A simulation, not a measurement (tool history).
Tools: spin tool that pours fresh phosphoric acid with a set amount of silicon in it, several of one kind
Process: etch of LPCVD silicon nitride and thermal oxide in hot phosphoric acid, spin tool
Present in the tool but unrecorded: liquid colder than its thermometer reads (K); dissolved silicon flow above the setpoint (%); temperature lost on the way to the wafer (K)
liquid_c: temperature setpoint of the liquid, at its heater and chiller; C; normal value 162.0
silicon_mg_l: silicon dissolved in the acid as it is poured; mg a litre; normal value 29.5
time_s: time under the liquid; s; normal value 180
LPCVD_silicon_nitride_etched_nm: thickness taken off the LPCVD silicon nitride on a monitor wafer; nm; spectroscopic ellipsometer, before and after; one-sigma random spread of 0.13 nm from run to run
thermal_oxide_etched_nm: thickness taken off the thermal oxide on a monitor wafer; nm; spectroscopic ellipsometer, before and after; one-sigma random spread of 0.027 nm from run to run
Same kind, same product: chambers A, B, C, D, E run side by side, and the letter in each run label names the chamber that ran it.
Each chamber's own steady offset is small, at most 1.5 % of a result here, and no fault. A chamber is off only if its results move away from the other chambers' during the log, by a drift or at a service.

run,hour,liquid_c,silicon_mg_l,time_s,hours since the thermometer was replaced,hours since the dissolved silicon flow meter was replaced,hours since the heated supply line was repaired,"read-back film thickness of the LPCVD silicon nitride reference wafer, read on the same gauge (nm)","read-back film thickness of the thermal oxide reference wafer, read on the same gauge (nm)",LPCVD_silicon_nitride_etched_nm,thermal_oxide_etched_nm
1A,8.2,162.0,29.5,180,237.0,32.6,551.8,49.994,59.955,16.903,0.282500
2C,15.6,162.0,29.5,180,596.7,86.5,1818.9,49.995,60.011,16.922,0.257080
3E,20.4,162.0,29.5,180,464.7,719.2,1996.1,49.999,59.998,17.268,0.261810
4B,25.5,162.0,29.5,180,588.0,853.6,913.0,50.023,59.987,17.059,0.289350
5D,32.2,162.0,29.5,180,890.4,389.9,597.5,49.995,59.980,17.104,0.284390
6D,41.7,162.0,29.5,180,899.9,399.4,607.0,50.009,59.991,17.290,0.219710
# hour 48.0: chamber C: heated supply line repaired
7B,49.1,162.0,29.5,180,611.6,877.2,936.6,50.009,59.980,16.771,0.226140
8E,57.5,162.0,29.5,180,501.8,756.3,2033.2,49.992,59.999,17.263,0.259000
# hour 63.6: chamber B: dissolved silicon flow meter replaced
9C,65.2,162.0,29.5,180,646.3,136.1,17.3,50.001,59.987,17.310,0.248330
10A,72.4,162.0,29.5,180,301.2,96.8,616.0,50.001,60.011,16.772,0.259190
# hour 76.1: chamber D: dissolved silicon flow meter replaced
11A,79.3,162.0,29.5,180,308.1,103.7,622.9,49.990,59.969,16.567,0.262880
12D,83.7,162.0,29.5,180,941.9,7.7,649.0,49.982,59.977,17.140,0.248580
13B,90.1,160.5,50.0,180,652.6,26.6,977.6,49.982,60.001,16.182,0.087224
14E,94.6,160.5,50.0,180,538.9,793.4,2070.3,50.001,60.005,16.431,0.092155
# hour 94.8: chamber D: thermometer replaced
# hour 99.7: chamber E: dissolved silicon flow meter replaced
15C,101.9,160.5,50.0,180,683.0,172.8,54.0,49.992,60.014,16.421,0.111920
16C,111.2,160.5,50.0,180,692.3,182.1,63.3,49.997,60.041,16.166,0.098134
17A,117.8,160.5,50.0,180,346.6,142.2,661.4,50.012,59.960,15.613,0.098864
18D,124.6,162.0,29.5,180,29.9,48.6,689.9,50.005,59.991,17.266,0.272530
19E,133.2,162.0,29.5,180,577.5,33.6,2108.9,49.985,59.957,17.306,0.227020
20B,140.9,162.0,29.5,180,703.4,77.4,1028.4,50.006,59.974,16.923,0.300900
21C,147.2,162.0,29.5,180,728.3,218.1,99.3,49.996,60.010,17.039,0.282990
22A,154.1,162.0,29.5,180,382.9,178.5,697.7,50.007,59.988,16.198,0.269120
23B,160.3,162.0,29.5,180,722.8,96.8,1047.8,49.995,59.992,16.938,0.301060
24D,165.3,162.0,29.5,180,70.6,89.3,730.6,49.988,59.990,17.081,0.283230
25E,173.0,162.0,29.5,180,617.3,73.4,2148.7,49.988,60.018,17.247,0.248290
26A,177.7,162.0,29.5,180,406.5,202.1,721.3,49.989,60.011,16.456,0.262780
27D,187.1,162.0,29.5,180,92.4,111.1,752.4,49.979,59.972,17.239,0.250070
28C,192.5,162.0,29.5,180,773.6,263.4,144.6,49.997,60.042,17.090,0.252150
29B,201.1,162.0,29.5,180,763.6,137.6,1088.6,50.017,60.007,17.059,0.301820
30E,207.2,162.0,29.5,180,651.5,107.6,2182.9,49.999,60.011,17.062,0.232700
31B,216.5,162.0,29.5,180,779.0,153.0,1104.0,49.993,60.020,16.881,0.326330
32D,222.6,162.0,29.5,180,127.9,146.6,787.9,50.009,60.027,17.221,0.307010

One chamber off, gauge drift, or nothing amiss beyond the chambers' own small offsets? If it is a chamber, which one, and what is the likeliest cause?

One chamber, A, drifts off from the rest bit by bit.
Likeliest cause: liquid colder than its thermometer reads (K) = 1.39.
Not necessarily distinguishable in this log from: temperature lost on the way to the wafer (K).

Which of the 4 candidates below, each the usual settings with something changed and its results left as question marks, puts chamber A back in line with what the other chambers give on the usual settings?
Allowed miss from the other chambers' usual-settings mean, per result, to count as in line: LPCVD_silicon_nitride_etched_nm 0.470 nm; thermal_oxide_etched_nm 0.095000 nm
33A-1,229.4,162.0,29.0,190,,,,,,?,?
33A-2,229.4,162.0,30.0,170,,,,,,?,?
33A-3,229.4,162.0,31.0,160,,,,,,?,?
33A-4,229.4,162.0,28.0,200,,,,,,?,?

Mean of the other chambers on the usual settings: LPCVD_silicon_nitride_etched_nm 17.136 nm; thermal_oxide_etched_nm 0.264180 nm
run,LPCVD_silicon_nitride_etched_nm,thermal_oxide_etched_nm
33A-1,17.038,0.271930
33A-2,15.244,0.233950
33A-3,14.347,0.211380
33A-4,17.934,0.297250
With 33A-1, the chamber falls back in line with the rest.
